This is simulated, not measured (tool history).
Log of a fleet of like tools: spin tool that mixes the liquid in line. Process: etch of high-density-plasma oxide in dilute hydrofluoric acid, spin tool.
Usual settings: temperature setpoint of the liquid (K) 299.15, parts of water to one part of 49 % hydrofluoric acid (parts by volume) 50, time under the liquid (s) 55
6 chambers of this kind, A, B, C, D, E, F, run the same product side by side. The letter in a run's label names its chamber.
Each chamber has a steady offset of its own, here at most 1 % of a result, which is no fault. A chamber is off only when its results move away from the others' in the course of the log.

| run | hour | temperature setpoint of the liquid (K) | parts of water to one part of 49 % hydrofluoric acid (parts by volume) | time under the liquid (s) | read-back film thickness of the high-density-plasma oxide reference wafer, read on the same gauge (nm) | thickness taken off the high-density-plasma oxide on a monitor wafer (nm) |
|---|---|---|---|---|---|---|
| 1C | 5.1 | 299.15 | 50 | 55 | 130.03 | 9.7575 |
| 2B | 10.3 | 299.15 | 50 | 55 | 130 | 9.7491 |
| 3A | 14.7 | 299.15 | 50 | 55 | 130.01 | 9.6923 |
| 4E | 18.2 | 299.15 | 50 | 55 | 129.98 | 9.7986 |
| 5D | 20.9 | 299.15 | 50 | 55 | 130.03 | 9.7171 |
| 6F | 24.1 | 299.15 | 50 | 55 | 129.96 | 9.8141 |
| 7C | 27.1 | 299.15 | 50 | 55 | 130.03 | 9.6954 |
| 8B | 29.6 | 299.15 | 50 | 55 | 130.01 | 9.6693 |
| 9A | 33.3 | 299.15 | 50 | 55 | 130.02 | 9.6833 |
| 10F | 36.1 | 297.15 | 50 | 55 | 130.01 | 9.0154 |
|  | 38 | chamber A: thermometer replaced |
| 11D | 41.2 | 297.15 | 50 | 55 | 130 | 8.8015 |
| 12E | 44.8 | 297.15 | 50 | 55 | 130 | 8.9671 |
| 13F | 47.3 | 297.15 | 50 | 55 | 130.02 | 8.933 |
|  | 49 | chamber A: hydrofluoric acid flow meter replaced |
| 14B | 49.7 | 297.15 | 50 | 55 | 129.97 | 8.9549 |
| 15E | 53 | 297.15 | 50 | 55 | 129.99 | 8.9281 |
| 16A | 56.2 | 299.15 | 50 | 55 | 130.03 | 9.6274 |
| 17C | 59.7 | 299.15 | 50 | 55 | 129.99 | 9.6372 |
| 18D | 63.4 | 299.15 | 50 | 55 | 129.98 | 9.6207 |
| 19E | 66.6 | 299.15 | 50 | 55 | 130.01 | 9.6341 |
| 20F | 71.8 | 299.15 | 50 | 55 | 130.01 | 9.84 |
| 21D | 74.5 | 299.15 | 50 | 55 | 130.02 | 9.5605 |
| 22B | 79.8 | 299.15 | 50 | 55 | 130.01 | 9.6669 |
| 23C | 83.9 | 299.15 | 50 | 55 | 130.01 | 9.8101 |
| 24A | 87.5 | 299.15 | 65 | 30 | 129.99 | 3.9754 |
| 25E | 91.9 | 299.15 | 65 | 30 | 129.95 | 4.01 |
| 26D | 95.4 | 299.15 | 65 | 30 | 130.01 | 3.978 |
| 27B | 100 | 299.15 | 65 | 30 | 130.02 | 4.0122 |
| 28A | 103.2 | 299.15 | 65 | 30 | 130.01 | 3.9785 |
| 29C | 106.2 | 299.15 | 65 | 30 | 129.96 | 4.0052 |
| 30F | 110.5 | 299.15 | 50 | 55 | 130.03 | 10.079 |
| 31D | 115.4 | 299.15 | 50 | 55 | 130.01 | 9.5944 |
| 32F | 120 | 299.15 | 50 | 55 | 130.01 | 10.092 |
| 33E | 123.2 | 296.65 | 50 | 75 | 130 | 11.909 |
| 34A | 125.7 | 296.65 | 50 | 75 | 130.02 | 11.85 |
| 35B | 129.9 | 296.65 | 50 | 75 | 129.99 | 12.062 |
| 36C | 135.1 | 296.65 | 50 | 75 | 130.05 | 11.925 |
| 37C | 140.4 | 296.65 | 50 | 75 | 129.99 | 11.947 |
| 38B | 144.1 | 296.65 | 50 | 75 | 129.98 | 12.101 |
| 39D | 148.9 | 296.65 | 40 | 55 | 129.92 | 11.002 |
| 40E | 152.3 | 296.65 | 40 | 55 | 130.02 | 10.986 |

All 6 chambers run these settings next. Forecast each chamber's results:
| 41A | 156.1 | 299.15 | 55 | 55 |  | ? |
| 41B | 156.1 | 299.15 | 55 | 55 |  | ? |
| 41C | 156.1 | 299.15 | 55 | 55 |  | ? |
| 41D | 156.1 | 299.15 | 55 | 55 |  | ? |
| 41E | 156.1 | 299.15 | 55 | 55 |  | ? |
| 41F | 156.1 | 299.15 | 55 | 55 |  | ? |

| run | thickness taken off the high-density-plasma oxide on a monitor wafer (nm) |
|---|---|
| 41A | 8.7201 |
| 41B | 8.7973 |
| 41C | 8.8082 |
| 41D | 8.6069 |
| 41E | 8.8467 |
| 41F | 9.2915 |
